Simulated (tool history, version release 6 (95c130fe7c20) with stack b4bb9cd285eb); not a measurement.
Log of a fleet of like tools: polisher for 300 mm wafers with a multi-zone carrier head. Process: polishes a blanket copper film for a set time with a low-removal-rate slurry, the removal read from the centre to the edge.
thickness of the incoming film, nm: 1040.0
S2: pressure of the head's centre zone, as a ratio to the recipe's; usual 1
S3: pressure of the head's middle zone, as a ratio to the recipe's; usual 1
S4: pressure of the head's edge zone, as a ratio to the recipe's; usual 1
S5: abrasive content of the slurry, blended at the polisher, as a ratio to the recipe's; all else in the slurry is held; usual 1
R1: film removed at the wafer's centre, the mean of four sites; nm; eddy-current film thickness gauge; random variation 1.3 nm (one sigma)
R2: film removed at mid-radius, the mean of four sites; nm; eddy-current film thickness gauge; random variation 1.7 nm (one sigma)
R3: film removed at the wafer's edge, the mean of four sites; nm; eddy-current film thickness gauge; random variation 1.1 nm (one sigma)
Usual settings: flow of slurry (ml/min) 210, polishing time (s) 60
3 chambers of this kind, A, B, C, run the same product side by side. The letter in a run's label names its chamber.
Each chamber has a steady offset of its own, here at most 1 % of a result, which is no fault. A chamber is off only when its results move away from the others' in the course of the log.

run 1B hour=10.5 | flow_of_slurry_(ml/min)=210 S2=1 S3=1 S4=1 S5=1 polishing_time_(s)=60 | R1=115.35 R2=114.19 R3=116.61
run 2A hour=19.1 | flow_of_slurry_(ml/min)=210 S2=1 S3=1 S4=1 S5=1 polishing_time_(s)=60 | R1=113.1 R2=114.26 R3=115.56
run 3C hour=28.9 | flow_of_slurry_(ml/min)=210 S2=1 S3=1 S4=1 S5=1 polishing_time_(s)=60 | R1=113.63 R2=112.87 R3=114.29
-- hour=31.2 chamber B: worn pad replaced by a new one
-- hour=32.1 chamber A: worn pad replaced by a new one
run 4B hour=36.4 | flow_of_slurry_(ml/min)=210 S2=1 S3=1 S4=1 S5=1 polishing_time_(s)=60 | R1=114.27 R2=115.89 R3=114.78
-- hour=37.5 chamber C: worn pad replaced by a new one
run 5C hour=45.1 | flow_of_slurry_(ml/min)=210 S2=1 S3=1 S4=1 S5=1 polishing_time_(s)=60 | R1=115.46 R2=114.51 R3=115.34
run 6A hour=51.5 | flow_of_slurry_(ml/min)=210 S2=1 S3=1 S4=0.94 S5=1 polishing_time_(s)=60 | R1=112.98 R2=115.31 R3=112.34
run 7A hour=60.3 | flow_of_slurry_(ml/min)=210 S2=1 S3=1 S4=0.94 S5=1 polishing_time_(s)=60 | R1=113.53 R2=115.02 R3=110.13
run 8C hour=65.5 | flow_of_slurry_(ml/min)=210 S2=1 S3=1 S4=0.94 S5=1 polishing_time_(s)=60 | R1=113.27 R2=116.85 R3=109.9
run 9B hour=72.4 | flow_of_slurry_(ml/min)=210 S2=1 S3=1 S4=1 S5=1 polishing_time_(s)=60 | R1=114.1 R2=115.47 R3=113.79
run 10C hour=78.6 | flow_of_slurry_(ml/min)=210 S2=1 S3=1 S4=1 S5=1 polishing_time_(s)=60 | R1=115.35 R2=113.41 R3=114.72
run 11A hour=87.2 | flow_of_slurry_(ml/min)=210 S2=1 S3=1 S4=1 S5=1 polishing_time_(s)=60 | R1=114.34 R2=114.01 R3=114.37
run 12B hour=95.4 | flow_of_slurry_(ml/min)=210 S2=1 S3=1 S4=1 S5=1 polishing_time_(s)=60 | R1=114.44 R2=113.44 R3=115.9
run 13B hour=103 | flow_of_slurry_(ml/min)=210 S2=1 S3=1 S4=1 S5=1 polishing_time_(s)=60 | R1=114.64 R2=115.04 R3=114.51
run 14C hour=111.9 | flow_of_slurry_(ml/min)=210 S2=1 S3=1 S4=1 S5=1 polishing_time_(s)=60 | R1=112.98 R2=115.73 R3=114.99
run 15A hour=117.6 | flow_of_slurry_(ml/min)=210 S2=1 S3=1.09 S4=1.07 S5=1 polishing_time_(s)=60 | R1=114.65 R2=124.56 R3=117.26
run 16B hour=125.2 | flow_of_slurry_(ml/min)=210 S2=1 S3=1.09 S4=1.07 S5=1 polishing_time_(s)=60 | R1=116.56 R2=123.73 R3=118.8
run 17C hour=131.8 | flow_of_slurry_(ml/min)=210 S2=1 S3=1.09 S4=1.07 S5=1 polishing_time_(s)=60 | R1=113.65 R2=124.45 R3=118.37
run 18A hour=140 | flow_of_slurry_(ml/min)=210 S2=1 S3=1 S4=1 S5=1 polishing_time_(s)=60 | R1=114.91 R2=111.43 R3=115.19
run 19A hour=149 | flow_of_slurry_(ml/min)=210 S2=1 S3=1 S4=1 S5=1 polishing_time_(s)=60 | R1=112.2 R2=113.61 R3=115.26
-- hour=156.3 chamber A: worn pad replaced by a new one
run 20C hour=156.6 | flow_of_slurry_(ml/min)=210 S2=1 S3=1 S4=1 S5=1 polishing_time_(s)=60 | R1=113.21 R2=112.48 R3=113.64
run 21B hour=163.3 | flow_of_slurry_(ml/min)=210 S2=1 S3=1 S4=1 S5=1 polishing_time_(s)=60 | R1=114.85 R2=113.88 R3=116.25
-- hour=168.8 chamber C: edge zone pressure recalibrated
run 22C hour=174 | flow_of_slurry_(ml/min)=210 S2=1 S3=1 S4=1 S5=1 polishing_time_(s)=60 | R1=114.97 R2=118.04 R3=114.17
run 23A hour=181.9 | flow_of_slurry_(ml/min)=210 S2=1 S3=1 S4=1 S5=1 polishing_time_(s)=60 | R1=114.92 R2=111.71 R3=114.38
-- hour=187.4 chamber A: slurry nozzle cleaned
run 24B hour=189.2 | flow_of_slurry_(ml/min)=210 S2=1 S3=1 S4=0.93 S5=1 polishing_time_(s)=60 | R1=114.26 R2=116.21 R3=109.31
run 25A hour=200.3 | flow_of_slurry_(ml/min)=210 S2=1 S3=1 S4=0.93 S5=1 polishing_time_(s)=60 | R1=112.77 R2=113.78 R3=111.14
run 26B hour=206.2 | flow_of_slurry_(ml/min)=210 S2=1 S3=1 S4=0.93 S5=1 polishing_time_(s)=60 | R1=116.57 R2=113.1 R3=112.3
run 27C hour=212 | flow_of_slurry_(ml/min)=210 S2=1 S3=1 S4=1 S5=1 polishing_time_(s)=60 | R1=112.41 R2=115.12 R3=115.72
run 28C hour=219.6 | flow_of_slurry_(ml/min)=210 S2=0.95 S3=1 S4=1 S5=1 polishing_time_(s)=60 | R1=108.68 R2=115.18 R3=114.74
run 29B hour=225.3 | flow_of_slurry_(ml/min)=210 S2=0.95 S3=1 S4=1 S5=1 polishing_time_(s)=60 | R1=107.75 R2=114.32 R3=114.38
run 30A hour=233.5 | flow_of_slurry_(ml/min)=210 S2=0.95 S3=1 S4=1 S5=1 polishing_time_(s)=60 | R1=105.36 R2=111.34 R3=114.59
-- hour=238.2 chamber C: worn pad replaced by a new one
run 31C hour=244.1 | flow_of_slurry_(ml/min)=210 S2=1 S3=1 S4=1 S5=1 polishing_time_(s)=60 | R1=113.04 R2=113.74 R3=116.6
run 32A hour=249.9 | flow_of_slurry_(ml/min)=210 S2=1 S3=1 S4=1 S5=1 polishing_time_(s)=60 | R1=114.65 R2=114.77 R3=113.96

What goes on in this fleet: one chamber off, a drifting gauge, or nothing beyond the chambers' own small offsets? Name the chamber and the cause, if any.

No chamber stands off beyond its own small offset, and the gauge holds steady.
